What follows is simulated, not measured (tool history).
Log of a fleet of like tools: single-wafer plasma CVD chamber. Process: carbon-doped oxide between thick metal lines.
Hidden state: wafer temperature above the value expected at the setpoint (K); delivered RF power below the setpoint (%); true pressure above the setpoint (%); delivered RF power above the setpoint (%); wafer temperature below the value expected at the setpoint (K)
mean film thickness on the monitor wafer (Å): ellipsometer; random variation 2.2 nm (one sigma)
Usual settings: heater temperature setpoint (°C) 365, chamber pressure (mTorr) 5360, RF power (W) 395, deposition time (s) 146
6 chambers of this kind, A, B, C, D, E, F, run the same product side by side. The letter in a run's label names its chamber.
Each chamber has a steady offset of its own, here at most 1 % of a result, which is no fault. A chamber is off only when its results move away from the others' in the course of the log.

run	hour	heater temperature setpoint (°C)	chamber pressure (mTorr)	RF power (W)	deposition time (s)	hours since the last thermocouple change	hours since the last RF generator calibration	hours since the last manometer calibration	read-back reference wafer on the same gauge, thickness_nm	mean film thickness on the monitor wafer (Å)
1D	6.7	365	5360	395	146	1101.3	584	1905	699.82	6144.5
2C	18.3	365	5360	395	146	512.6	779.9	185.2	700.21	6157
3A	31	365	5360	395	146	199.6	2205.4	537.8	699.59	6091.3
4F	37.9	365	5360	395	146	384.5	144.5	296.8	699.82	6164.3
5E	44.6	365	5360	430	169	144	1026.4	766.7	699.37	7614.4
# hour 48.7: chamber E: RF generator calibrated
# hour 54.2: chamber D: capacitance manometer re-zeroed and calibrated
6B	55.6	365	5360	430	169	1811.7	301	891.9	699.63	7539
7B	65.4	365	5360	430	169	1821.5	310.8	901.7	700.21	7504.1
8C	76.2	365	5360	430	169	570.5	837.8	243.1	700.61	7555.8
9E	83.6	365	5360	430	169	183	35	805.7	700.41	7566.4
10F	92.4	365	5360	430	169	439	199	351.3	699.16	7642.9
11D	104.5	365	5360	395	146	1199.1	681.8	50.3	700.04	6127.6
12A	113.2	365	5360	395	146	281.8	2287.6	620	700.2	6091.1
13E	120.5	365	5360	395	146	219.9	71.9	842.6	700.31	6172.8
14A	127.9	365	5360	395	146	296.5	2302.3	634.7	699.58	6075.5
15B	135.9	365	5360	395	146	1892	381.3	972.2	699.13	6079.5
16F	148.6	365	5360	395	146	495.2	255.2	407.5	700.12	6155.7
17D	158.5	365	5360	395	146	1253.1	735.8	104.3	700.58	6117.9
18C	168.9	372	5360	425	146	663.2	930.5	335.8	700.64	6386.5
19C	181.3	372	5360	425	146	675.6	942.9	348.2	700.02	6409.4
20A	194.6	372	5360	425	146	363.2	2369	701.4	700.15	6344.1
21B	206.2	372	5360	425	146	1962.3	451.6	1042.5	700.27	6350.6
22E	214.7	372	5360	425	146	314.1	166.1	936.8	700.12	6411.3
23F	227.9	372	5360	425	146	574.5	334.5	486.8	700.1	6366.2
24D	241	365	5360	395	146	1335.6	818.3	186.8	700.58	6125.8
25E	252.6	373	5360	395	146	352	204	974.7	700.5	6040.7
26F	260.9	373	5360	395	146	607.5	367.5	519.8	700.36	6081.6
# hour 264.4: chamber B: capacitance manometer re-zeroed and calibrated
27C	271.4	373	5360	395	146	765.7	1033	438.3	700.22	5970.5
28B	286.2	373	5360	395	146	2042.3	531.6	21.8	700.23	5998.7
29D	298.7	373	5360	395	146	1393.3	876	244.5	700.65	6038.1
30A	306.8	373	5360	395	146	475.4	2481.2	813.6	700.12	5955.1
31E	316.1	365	5360	395	146	415.5	267.5	1038.2	699.78	6128.5
32C	328.2	365	5360	395	146	822.5	1089.8	495.1	699.76	6043.8
33D	335.4	365	5360	395	146	1430	912.7	281.2	698.92	6129.6
34B	345.9	365	5360	395	146	2102	591.3	81.5	699.47	6138.7
35A	353.7	365	5360	395	146	522.3	2528.1	860.5	699.72	6115.7
36F	365.3	365	5360	395	146	711.9	471.9	624.2	699.54	6108.7
37A	375.8	365	5360	395	146	544.4	2550.2	882.6	700.29	6090.1
38B	383.1	365	5360	395	146	2139.2	628.5	118.7	700.19	6120.4
39E	397.3	365	5360	395	146	496.7	348.7	1119.4	700	6176.7
40F	409.9	352	5360	330	146	756.5	516.5	668.8	699.53	5603.1

What goes on in this fleet: one chamber off, a drifting gauge, or nothing beyond the chambers' own small offsets? Name the chamber and the cause, if any.

Chamber C drifts away from the others.
Cause: delivered RF power below the setpoint (%) = 4.05.

Here are 4 candidates for chamber C's next run, each the usual settings with a change, their results left as question marks. Which one brings its results back in line with what the others give on the usual settings?
In line means no further than this from the other chambers' mean on the usual settings: mean film thickness on the monitor wafer (Å) 77
41C-1	420.5	365	5340	390	144					?
41C-2	420.5	364	5360	395	153					?
41C-3	420.5	365	5330	385	142					?
41C-4	420.5	365	5380	400	148					?

The other chambers' mean on the usual settings: mean film thickness on the monitor wafer (Å) 6132.2
run	mean film thickness on the monitor wafer (Å)
41C-1	5832.1
41C-2	6271.4
41C-3	5695
41C-4	6114.2
41C-4 brings the chamber back in line.

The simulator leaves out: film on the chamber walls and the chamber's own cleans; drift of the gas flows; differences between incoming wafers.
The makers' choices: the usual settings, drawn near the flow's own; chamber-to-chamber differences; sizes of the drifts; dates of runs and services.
